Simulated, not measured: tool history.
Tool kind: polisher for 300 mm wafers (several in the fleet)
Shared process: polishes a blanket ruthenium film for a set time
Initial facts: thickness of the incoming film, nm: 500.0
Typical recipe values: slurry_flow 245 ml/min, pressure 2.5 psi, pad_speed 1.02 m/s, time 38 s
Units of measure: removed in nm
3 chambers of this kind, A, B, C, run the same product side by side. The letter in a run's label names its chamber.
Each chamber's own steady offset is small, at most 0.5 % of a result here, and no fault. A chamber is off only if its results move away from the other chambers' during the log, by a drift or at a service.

-- day=0.296 chamber B: worn pad replaced by a new one
run 1B day=0.296 | slurry_flow=245 pressure=2.5 pad_speed=1.02 time=38 | removed=45.964
run 2A day=0.7 | slurry_flow=245 pressure=2.5 pad_speed=1.02 time=38 | removed=45.884
run 3C day=1.025 | slurry_flow=245 pressure=2.5 pad_speed=1.02 time=38 | removed=45.395
run 4C day=1.383 | slurry_flow=245 pressure=2.5 pad_speed=1.02 time=38 | removed=45.171
run 5B day=1.825 | slurry_flow=245 pressure=2.5 pad_speed=1.02 time=38 | removed=45.766
run 6A day=2.079 | slurry_flow=245 pressure=2.5 pad_speed=1.02 time=38 | removed=45.412
-- day=2.35 chamber A: worn pad replaced by a new one
run 7B day=2.562 | slurry_flow=185 pressure=3.1 pad_speed=1.02 time=38 | removed=54.965
-- day=2.788 chamber C: worn pad replaced by a new one
run 8A day=3.038 | slurry_flow=185 pressure=3.1 pad_speed=1.02 time=38 | removed=54.393
run 9C day=3.446 | slurry_flow=185 pressure=3.1 pad_speed=1.02 time=38 | removed=54.88
-- day=3.675 chamber B: worn pad replaced by a new one
run 10B day=3.783 | slurry_flow=245 pressure=2.5 pad_speed=1.02 time=38 | removed=45.555
-- day=3.888 chamber A: head pressure recalibrated
-- day=4.042 chamber B: head pressure recalibrated
run 11A day=4.2 | slurry_flow=245 pressure=2.5 pad_speed=1.02 time=38 | removed=45.589
run 12C day=4.617 | slurry_flow=245 pressure=2.5 pad_speed=1.02 time=38 | removed=45.354
run 13C day=4.842 | slurry_flow=245 pressure=2.5 pad_speed=1.02 time=38 | removed=44.873
run 14A day=5.179 | slurry_flow=245 pressure=2.5 pad_speed=1.02 time=38 | removed=45.694
run 15B day=5.633 | slurry_flow=270 pressure=2.5 pad_speed=1.34 time=38 | removed=64.832
-- day=5.812 chamber C: worn pad replaced by a new one
run 16A day=6.067 | slurry_flow=270 pressure=2.5 pad_speed=1.34 time=38 | removed=60.828
run 17B day=6.521 | slurry_flow=270 pressure=2.5 pad_speed=1.34 time=38 | removed=64.537
-- day=6.654 chamber B: worn pad replaced by a new one
-- day=6.925 chamber A: worn pad replaced by a new one
run 18C day=7.029 | slurry_flow=245 pressure=2.5 pad_speed=1.02 time=38 | removed=45.156
run 19C day=7.5 | slurry_flow=245 pressure=2.5 pad_speed=1.02 time=38 | removed=45.127
run 20A day=7.883 | slurry_flow=245 pressure=2.5 pad_speed=1.02 time=38 | removed=45.73
-- day=8.262 chamber C: head pressure recalibrated
run 21B day=8.392 | slurry_flow=245 pressure=2.5 pad_speed=1.02 time=38 | removed=48.231
run 22B day=8.654 | slurry_flow=245 pressure=2.5 pad_speed=1.02 time=38 | removed=48.205
-- day=8.942 chamber C: worn pad replaced by a new one
run 23C day=9.05 | slurry_flow=170 pressure=2.5 pad_speed=1.28 time=38 | removed=54.45
run 24A day=9.4 | slurry_flow=170 pressure=2.5 pad_speed=1.28 time=38 | removed=54.503
-- day=9.404 chamber B: worn pad replaced by a new one
run 25A day=9.667 | slurry_flow=170 pressure=2.5 pad_speed=1.28 time=38 | removed=54.391
-- day=9.833 chamber B: slurry nozzle cleaned
run 26B day=10.117 | slurry_flow=245 pressure=2.5 pad_speed=1.02 time=38 | removed=48.738
run 27C day=10.596 | slurry_flow=245 pressure=2.5 pad_speed=1.02 time=38 | removed=45.363
run 28C day=11.038 | slurry_flow=245 pressure=3.2 pad_speed=0.88 time=38 | removed=50.085
run 29A day=11.317 | slurry_flow=245 pressure=3.2 pad_speed=0.88 time=38 | removed=50.052
run 30B day=11.771 | slurry_flow=245 pressure=3.2 pad_speed=0.88 time=38 | removed=53.062
run 31B day=12.025 | slurry_flow=245 pressure=2.5 pad_speed=1.02 time=38 | removed=48.756

What goes on in this fleet: one chamber off, a drifting gauge, or nothing beyond the chambers' own small offsets? Name the chamber and the cause, if any.

After it was serviced, chamber B no longer matches the other chambers.
Cause: head's pressure above its setpoint, % = 7.03.

Chamber B could run next with any of the 4 candidate recipes listed below; each alters the usual settings, and their results appear as question marks. Which one brings its results back in line with what the other chambers deliver on the usual settings?
Counts as in line when no further than this from what the other chambers average on the usual settings: removed 1 nm
run 32B-1 day=12.392 | slurry_flow=250 pressure=2.8 pad_speed=1.02 time=38 | removed=?
run 32B-2 day=12.392 | slurry_flow=245 pressure=2.6 pad_speed=1.04 time=38 | removed=?
run 32B-3 day=12.392 | slurry_flow=245 pressure=2.4 pad_speed=0.98 time=37 | removed=?
run 32B-4 day=12.392 | slurry_flow=245 pressure=2.4 pad_speed=1.02 time=37 | removed=?

Average result of the remaining chambers running the usual settings: removed 45.548 nm
run=32B-1 removed=54.468
run=32B-2 removed=51.447
run=32B-3 removed=43.561
run=32B-4 removed=45.34
Change 32B-4 lands the chamber within the allowed miss of the other chambers.
